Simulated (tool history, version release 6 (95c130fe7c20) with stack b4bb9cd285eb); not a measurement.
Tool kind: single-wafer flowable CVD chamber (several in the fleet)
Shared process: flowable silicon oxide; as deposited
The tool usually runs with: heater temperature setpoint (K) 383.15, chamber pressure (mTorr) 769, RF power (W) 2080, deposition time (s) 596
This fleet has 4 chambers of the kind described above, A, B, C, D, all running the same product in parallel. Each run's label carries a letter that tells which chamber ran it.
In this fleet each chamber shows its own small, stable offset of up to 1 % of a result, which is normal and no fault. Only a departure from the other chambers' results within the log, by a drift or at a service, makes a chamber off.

run,hour,heater temperature setpoint (K),chamber pressure (mTorr),RF power (W),deposition time (s),hours since the last thermocouple change,hours since the last RF generator calibration,hours since the last manometer calibration,"read-back reference wafer on the same gauge, thickness_nm",mean film thickness on the monitor wafer (Å)
1A,8.8,383.15,769,2080,596,44.4,1771.8,433.4,258.68,2481
# hour 22.4: chamber C: RF generator calibrated
2B,22.9,383.15,769,2080,596,759.3,778.7,1795.9,258.95,2514.7
3C,30.2,383.15,769,2080,596,1290,7.8,89.8,258.94,2460.6
4D,37.9,383.15,769,2080,596,225.2,1035.8,705.6,259.19,2462.7
5D,52.1,383.15,769,2080,596,239.4,1050,719.8,259.19,2460.1
6B,61,383.15,769,2080,596,797.4,816.8,1834,258.59,2502.3
7C,72.2,383.15,769,2080,596,1332,49.8,131.8,258.81,2466.8
8A,88.1,383.15,769,2080,596,123.7,1851.1,512.7,259.24,2496
9A,104.4,383.15,769,2080,596,140,1867.4,529,259.08,2491.3
10B,120,383.15,769,2080,596,856.4,875.8,1893,258.83,2508.5
11D,132,383.15,769,2080,596,319.3,1129.9,799.7,259.13,2461.1
12C,145.1,383.15,769,2080,596,1404.9,122.7,204.7,258.95,2474.8
13A,161.3,383.15,769,2080,596,196.9,1924.3,585.9,259.04,2484.4
14B,172,383.15,769,2080,596,908.4,927.8,1945,259.31,2504.4
15D,182.3,383.15,769,2080,596,369.6,1180.2,850,258.81,2460
16C,198.1,383.15,769,2080,596,1457.9,175.7,257.7,259.06,2450.3
17A,208.6,383.15,769,2080,596,244.2,1971.6,633.2,259.23,2472.9
# hour 210.9: chamber B: thermocouple changed; heater temperature recalibrated
18B,221.2,383.15,769,2080,596,10.4,977,1994.2,258.84,2487.7
19C,229.6,383.15,769,2080,596,1489.4,207.2,289.2,258.95,2430
20D,243,383.15,769,2080,596,430.3,1240.9,910.7,259.01,2469.2
21D,258.3,383.15,769,2080,596,445.6,1256.2,926,259.18,2480.9
22B,269.9,383.15,769,2080,596,59.1,1025.7,2042.9,258.77,2512.7
23A,282.5,383.15,769,2080,596,318.1,2045.5,707.1,259.15,2489.3
24C,293,383.15,769,2080,596,1552.8,270.6,352.6,259.21,2445.8
25B,308,383.15,769,2080,596,97.2,1063.8,2081,258.75,2520
26A,316.1,383.15,769,2080,596,351.7,2079.1,740.7,259.1,2508.2
27D,330.3,383.15,769,2080,596,517.6,1328.2,998,259.25,2471.1
# hour 334.2: chamber B: capacitance manometer re-zeroed and calibrated
28C,342.4,383.15,769,2080,596,1602.2,320,402,259.24,2413.2
29B,354,383.15,769,2080,596,143.2,1109.8,19.8,258.92,2506.8
30D,368.8,383.15,769,2080,501,556.1,1366.7,1036.5,259.05,2067.1
31A,385.4,383.15,769,2080,501,421,2148.4,810,258.9,2089.7
32C,399.2,383.15,769,2080,501,1659,376.8,458.8,259.18,2023.7
33D,406.7,383.15,769,2080,501,594,1404.6,1074.4,258.89,2068
34A,420.4,383.15,769,2080,596,456,2183.4,845,259.12,2493.2
35B,435.1,383.15,769,2080,596,224.3,1190.9,100.9,259.05,2496.1
36C,442.9,383.15,769,2080,596,1702.7,420.5,502.5,259.04,2390
37B,453.5,383.15,769,2080,596,242.7,1209.3,119.3,259.12,2508.2
38A,468.2,392.15,769,2080,545,503.8,2231.2,892.8,258.96,1719.5
39C,475.4,392.15,769,2080,545,1735.2,453,535,258.77,1655.3
40D,485.4,392.15,769,2080,545,672.7,1483.3,1153.1,259.04,1703.1

Has any chamber moved away from the others, gradually or after a service, or does the common gauge drift, or do the chambers differ only by their own small steady offsets? State the chamber and the most likely cause if one applies.

One chamber, C, drifts off from the rest bit by bit.
Likeliest cause: wafer temperature above the value expected at the setpoint (K) = 1.07.
The log might look much the same if the cause were instead: true pressure below the setpoint (%).

Which of the 4 candidates below, each the usual settings with something changed and its results left as question marks, puts chamber C back in line with what the other chambers give on the usual settings?
In-line tolerance around the mean of the other chambers on the usual settings: mean film thickness on the monitor wafer (Å) 43
41C-1,497.3,381.15,769,2085,604,,,,,?
41C-2,497.3,383.15,720,2065,596,,,,,?
41C-3,497.3,383.15,769,2080,621,,,,,?
41C-4,497.3,383.15,751,2080,589,,,,,?

The other chambers' mean on the usual settings: mean film thickness on the monitor wafer (Å) 2484.4
run,mean film thickness on the monitor wafer (Å)
41C-1,2578.7
41C-2,2189.8
41C-3,2487.6
41C-4,2288.6
The right change is 41C-3: it brings the chamber back within the allowed miss of the others.
